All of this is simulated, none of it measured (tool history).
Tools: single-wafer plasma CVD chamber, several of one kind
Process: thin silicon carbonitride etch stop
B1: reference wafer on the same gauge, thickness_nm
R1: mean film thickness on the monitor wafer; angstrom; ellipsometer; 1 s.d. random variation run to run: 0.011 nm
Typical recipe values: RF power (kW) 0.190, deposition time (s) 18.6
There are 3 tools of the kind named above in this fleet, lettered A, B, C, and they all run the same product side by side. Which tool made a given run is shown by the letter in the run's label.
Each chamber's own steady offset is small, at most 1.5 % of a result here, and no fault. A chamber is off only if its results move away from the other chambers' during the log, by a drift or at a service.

At hour 0.7: chamber A: RF generator calibrated.
Run 1A, hour 4.3: usual settings; B1 9.9012. Result: R1 103.190 angstrom.
Run 2B, hour 11.3: usual settings; B1 9.8972. Result: R1 104.640 angstrom.
Run 3C, hour 17.5: usual settings; B1 9.8980. Result: R1 104.230 angstrom.
Run 4A, hour 24.2: usual settings; B1 9.8985. Result: R1 103.180 angstrom.
Run 5C, hour 28.5: usual settings; B1 9.8960. Result: R1 104.170 angstrom.
Run 6B, hour 36.0: usual settings; B1 9.8944. Result: R1 104.660 angstrom.
Run 7C, hour 40.9: usual settings; B1 9.8922. Result: R1 104.290 angstrom.
Run 8B, hour 50.2: usual settings; B1 9.8956. Result: R1 104.490 angstrom.
Run 9A, hour 54.5: usual settings; B1 9.8905. Result: R1 102.960 angstrom.
Run 10C, hour 61.9: usual settings; B1 9.8911. Result: R1 104.070 angstrom.
Run 11A, hour 70.4: usual settings; B1 9.8913. Result: R1 103.040 angstrom.
Run 12B, hour 79.0: usual settings; B1 9.8894. Result: R1 104.460 angstrom.
Run 13B, hour 88.2: usual settings; B1 9.8875. Result: R1 104.410 angstrom.
Run 14A, hour 94.9: usual settings but RF power (kW) 0.170, deposition time (s) 15.8; B1 9.8842. Result: R1 84.562 angstrom.
Run 15C, hour 103.6: usual settings but RF power (kW) 0.170, deposition time (s) 15.8; B1 9.8852. Result: R1 85.426 angstrom.
Run 16C, hour 112.5: usual settings but RF power (kW) 0.170, deposition time (s) 15.8; B1 9.8824. Result: R1 85.431 angstrom.
Run 17A, hour 117.1: usual settings but RF power (kW) 0.215, deposition time (s) 19.8; B1 9.8842. Result: R1 113.760 angstrom.
Run 18B, hour 124.1: usual settings but RF power (kW) 0.215, deposition time (s) 19.8; B1 9.8819. Result: R1 115.330 angstrom.
Run 19C, hour 133.4: usual settings but RF power (kW) 0.215, deposition time (s) 19.8; B1 9.8792. Result: R1 115.050 angstrom.
Run 20B, hour 141.7: usual settings; B1 9.8793. Result: R1 104.390 angstrom.
Run 21A, hour 147.0: usual settings; B1 9.8806. Result: R1 102.890 angstrom.
Run 22C, hour 152.9: usual settings; B1 9.8752. Result: R1 104.030 angstrom.
Run 23A, hour 157.3: usual settings; B1 9.8778. Result: R1 102.790 angstrom.
Run 24B, hour 161.4: usual settings; B1 9.8785. Result: R1 104.250 angstrom.
Run 25B, hour 166.6: usual settings; B1 9.8749. Result: R1 104.280 angstrom.
Run 26A, hour 174.6: usual settings; B1 9.8751. Result: R1 103.030 angstrom.
Run 27C, hour 178.8: usual settings but deposition time (s) 21.9; B1 9.8748. Result: R1 122.570 angstrom.
Run 28C, hour 183.5: usual settings but deposition time (s) 21.9; B1 9.8750. Result: R1 122.510 angstrom.
Run 29A, hour 189.0: usual settings but deposition time (s) 21.9; B1 9.8723. Result: R1 121.170 angstrom.
Run 30B, hour 195.4: usual settings; B1 9.8692. Result: R1 104.400 angstrom.
Run 31A, hour 201.4: usual settings; B1 9.8730. Result: R1 102.980 angstrom.
Run 32C, hour 209.4: usual settings; B1 9.8712. Result: R1 104.090 angstrom.
Run 33B, hour 215.9: usual settings; B1 9.8695. Result: R1 104.170 angstrom.
Run 34B, hour 225.1: usual settings; B1 9.8684. Result: R1 104.140 angstrom.
Run 35C, hour 231.2: usual settings; B1 9.8669. Result: R1 104.040 angstrom.
Run 36A, hour 239.6: usual settings; B1 9.8638. Result: R1 102.630 angstrom.
Run 37B, hour 244.3: usual settings; B1 9.8662. Result: R1 104.040 angstrom.
Run 38A, hour 248.6: usual settings; B1 9.8641. Result: R1 102.660 angstrom.
Run 39C, hour 252.7: usual settings but RF power (kW) 0.160; B1 9.8619. Result: R1 98.591 angstrom.
Run 40C, hour 261.1: usual settings but RF power (kW) 0.160; B1 9.8614. Result: R1 98.453 angstrom.
Run 41B, hour 269.5: usual settings but RF power (kW) 0.160; B1 9.8596. Result: R1 99.161 angstrom.
Run 42A, hour 277.7: usual settings but RF power (kW) 0.205, deposition time (s) 15.1; B1 9.8595. Result: R1 85.463 angstrom.

Is one chamber out of step, is the gauge drifting, or do the chambers differ by no more than their own small offsets? For an off chamber, give its letter and the likeliest cause.

None of the chambers is off. What moves is the gauge, dragging all their readings along together.
Cause: gauge reads low (%) = 0.414.
